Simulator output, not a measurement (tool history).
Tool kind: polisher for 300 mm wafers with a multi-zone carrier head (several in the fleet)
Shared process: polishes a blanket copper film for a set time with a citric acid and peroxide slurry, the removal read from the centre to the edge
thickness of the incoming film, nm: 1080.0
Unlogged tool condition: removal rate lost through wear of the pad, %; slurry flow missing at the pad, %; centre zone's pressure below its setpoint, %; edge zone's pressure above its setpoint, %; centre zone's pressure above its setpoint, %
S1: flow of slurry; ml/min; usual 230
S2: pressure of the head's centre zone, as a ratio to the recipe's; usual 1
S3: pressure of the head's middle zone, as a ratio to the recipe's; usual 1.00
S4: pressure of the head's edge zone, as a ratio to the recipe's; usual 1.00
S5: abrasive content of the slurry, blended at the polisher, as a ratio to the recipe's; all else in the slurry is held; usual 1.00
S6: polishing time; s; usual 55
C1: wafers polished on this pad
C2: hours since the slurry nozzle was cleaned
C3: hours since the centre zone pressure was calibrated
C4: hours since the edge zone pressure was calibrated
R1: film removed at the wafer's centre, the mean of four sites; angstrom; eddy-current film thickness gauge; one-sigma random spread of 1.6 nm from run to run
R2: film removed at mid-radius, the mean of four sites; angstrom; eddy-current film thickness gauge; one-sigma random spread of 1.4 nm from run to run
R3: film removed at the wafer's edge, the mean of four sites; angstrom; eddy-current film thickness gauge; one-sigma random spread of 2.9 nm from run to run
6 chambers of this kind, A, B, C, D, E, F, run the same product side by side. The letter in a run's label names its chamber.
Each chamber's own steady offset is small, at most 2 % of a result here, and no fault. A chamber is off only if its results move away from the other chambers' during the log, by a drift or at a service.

run   hour   S1  S2    S3    S4    S5  S6    C1     C2      C3     C4      R1      R2      R3
 1B    9.3  230   1  1.00  1.00  1.00  55   758  204.5   291.6  525.9  2160.9  2138.7  2097.0
      15.5  -- chamber D: centre zone pressure recalibrated
 2D   17.0  230   1  1.00  1.00  1.00  55   116  207.8     1.5  702.2  2144.4  2157.0  2170.8
 3C   27.4  230   1  1.00  1.00  1.00  55   459  543.1   754.8  264.7  2114.8  2130.5  2205.1
 4E   34.8  230   1  1.00  1.00  1.00  55   564  292.1  1364.1  676.2  2174.8  2159.9  2125.2
 5A   41.7  230   1  1.00  1.00  1.00  55   449  398.2   284.6  287.8  2126.9  2156.5  2135.6
      44.8  -- chamber C: centre zone pressure recalibrated
      45.9  -- chamber D: slurry nozzle cleaned
 6F   48.0  230   1  1.00  1.00  1.00  55   707  335.8   660.1  244.5  2144.8  2105.5  2167.4
 7A   55.8  230   1  1.00  1.00  1.00  55   533  412.3   298.7  301.9  2104.2  2149.7  2125.6
 8F   62.5  230   1  1.00  1.00  1.00  61   793  350.3   674.6  259.0  2396.4  2370.3  2323.3
      71.1  -- chamber B: worn pad replaced by a new one
 9C   71.4  230   1  1.00  1.00  1.00  61   721  587.1    26.7  308.7  2345.8  2371.4  2411.8
      76.4  -- chamber E: slurry nozzle cleaned
10D   77.2  230   1  1.00  1.00  1.00  61   474   31.3    61.7  762.4  2383.1  2384.4  2415.3
      77.4  -- chamber E: worn pad replaced by a new one
11E   88.8  230   1  1.00  1.00  1.00  61    68   12.5  1418.1  730.2  2373.9  2417.8  2345.9
      98.3  -- chamber C: worn pad replaced by a new one
      99.0  -- chamber A: edge zone pressure recalibrated
12B   99.1  230   1  1.00  1.00  1.00  61   167  294.3   381.4  615.7  2395.5  2358.4  2381.4
13D  108.9  230   1  1.00  1.00  1.00  61   663   63.0    93.4  794.1  2395.2  2379.8  2326.8
     111.8  -- chamber F: centre zone pressure recalibrated
     112.2  -- chamber D: worn pad replaced by a new one
     112.7  -- chamber A: slurry nozzle cleaned
     113.9  -- chamber F: edge zone pressure recalibrated
     114.4  -- chamber C: slurry nozzle cleaned
14C  115.3  230   1  1.00  1.00  1.00  55   101    1.0    70.6  352.6  2163.9  2137.3  2228.0
     120.5  -- chamber F: worn pad replaced by a new one
15E  121.4  230   1  1.00  1.00  1.00  55   262   45.1  1450.7  762.8  2142.4  2120.6  2130.9
     123.7  -- chamber E: centre zone pressure recalibrated
16A  131.4  230   1  1.00  1.00  1.00  55   984   18.8   374.3   32.4  2094.1  2118.2  2132.7
17B  138.1  230   1  1.00  1.00  1.00  55   399  333.3   420.4  654.7  2183.0  2157.5  2167.1
18F  147.1  265   1  0.96  1.00  1.00  55   158  434.9    35.3   33.2  2379.9  2087.3  2153.0
     158.8  -- chamber F: slurry nozzle cleaned
19C  159.1  265   1  0.96  1.00  1.00  55   362   44.8   114.4  396.4  2136.5  2105.8  2189.6
20E  166.9  265   1  0.96  1.00  1.00  55   533   90.6    43.2  808.3  2178.9  2111.6  2100.7
21B  176.8  265   1  0.96  1.00  1.00  55   630  372.0   459.1  693.4  2196.8  2088.4  2188.3
22D  182.9  265   1  0.96  1.00  1.00  55   421  137.0   167.4  868.1  2164.4  2103.2  2191.1
     189.9  -- chamber B: centre zone pressure recalibrated
23A  190.3  265   1  0.96  1.00  1.00  55  1335   77.7   433.2   91.3  2183.9  2084.5  2149.1
     193.9  -- chamber A: worn pad replaced by a new one
24F  198.8  180   1  1.00  0.93  1.00  55   466   40.0    87.0   84.9  2257.1  2065.3  2050.9
25C  209.6  180   1  1.00  0.93  1.00  55   663   95.3   164.9  446.9  2060.2  2056.6  2018.9
     218.5  -- chamber E: worn pad replaced by a new one
26E  221.0  180   1  1.00  0.93  1.00  55    14  144.7    97.3  862.4  2067.0  2063.6  2016.4
     225.7  -- chamber D: worn pad replaced by a new one
27F  229.2  180   1  1.00  0.93  1.00  55   648   70.4   117.4  115.3  2253.1  2060.7  2020.6
     237.4  -- chamber E: edge zone pressure recalibrated
28B  238.0  180   1  1.00  0.93  1.00  55   994  433.2    48.1  754.6  2054.0  2087.3  2049.5
     244.5  -- chamber D: slurry nozzle cleaned
29A  246.3  180   1  1.00  0.93  1.00  55   312  133.7   489.2  147.3  2034.7  2087.5  2022.3
     247.7  -- chamber B: worn pad replaced by a new one
30D  256.7  230   1  1.00  1.00  1.00  55   184   12.2   241.2  941.9  2166.6  2177.2  2223.6
     262.5  -- chamber C: worn pad replaced by a new one
31D  262.7  230   1  1.00  1.00  1.00  55   220   18.2   247.2  947.9  2159.2  2140.5  2158.7
32A  274.2  230   1  0.92  1.00  1.25  55   478  161.6   517.1  175.2  2206.8  2078.4  2234.4
33F  286.4  230   1  0.92  1.00  1.25  55   988  127.6   174.6  172.5  2427.3  2074.6  2260.4
34B  292.0  230   1  0.92  1.00  1.25  55   264  487.2   102.1  808.6  2257.3  2100.9  2301.8
35E  304.3  230   1  0.92  1.00  1.25  55   511  228.0   180.6   67.0  2256.3  2107.0  2226.1
36C  314.3  230   1  0.92  1.00  1.25  55   308  200.0   269.6  551.6  2247.8  2097.1  2307.3

Next, every chamber runs the same settings. What will each give?
37A  323.3  230   1  1.00  1.00  1.00  55                   ?   ?   ?
37B  323.3  230   1  1.00  1.00  1.00  55                   ?   ?   ?
37C  323.3  230   1  1.00  1.00  1.00  55                   ?   ?   ?
37D  323.3  230   1  1.00  1.00  1.00  55                   ?   ?   ?
37E  323.3  230   1  1.00  1.00  1.00  55                   ?   ?   ?
37F  323.3  230   1  1.00  1.00  1.00  55                   ?   ?   ?

run      R1      R2      R3
37A  2088.4  2137.5  2187.2
37B  2149.9  2157.9  2143.6
37C  2138.5  2126.8  2170.2
37D  2135.8  2144.6  2149.9
37E  2184.9  2144.5  2133.4
37F  2366.5  2119.4  2141.6
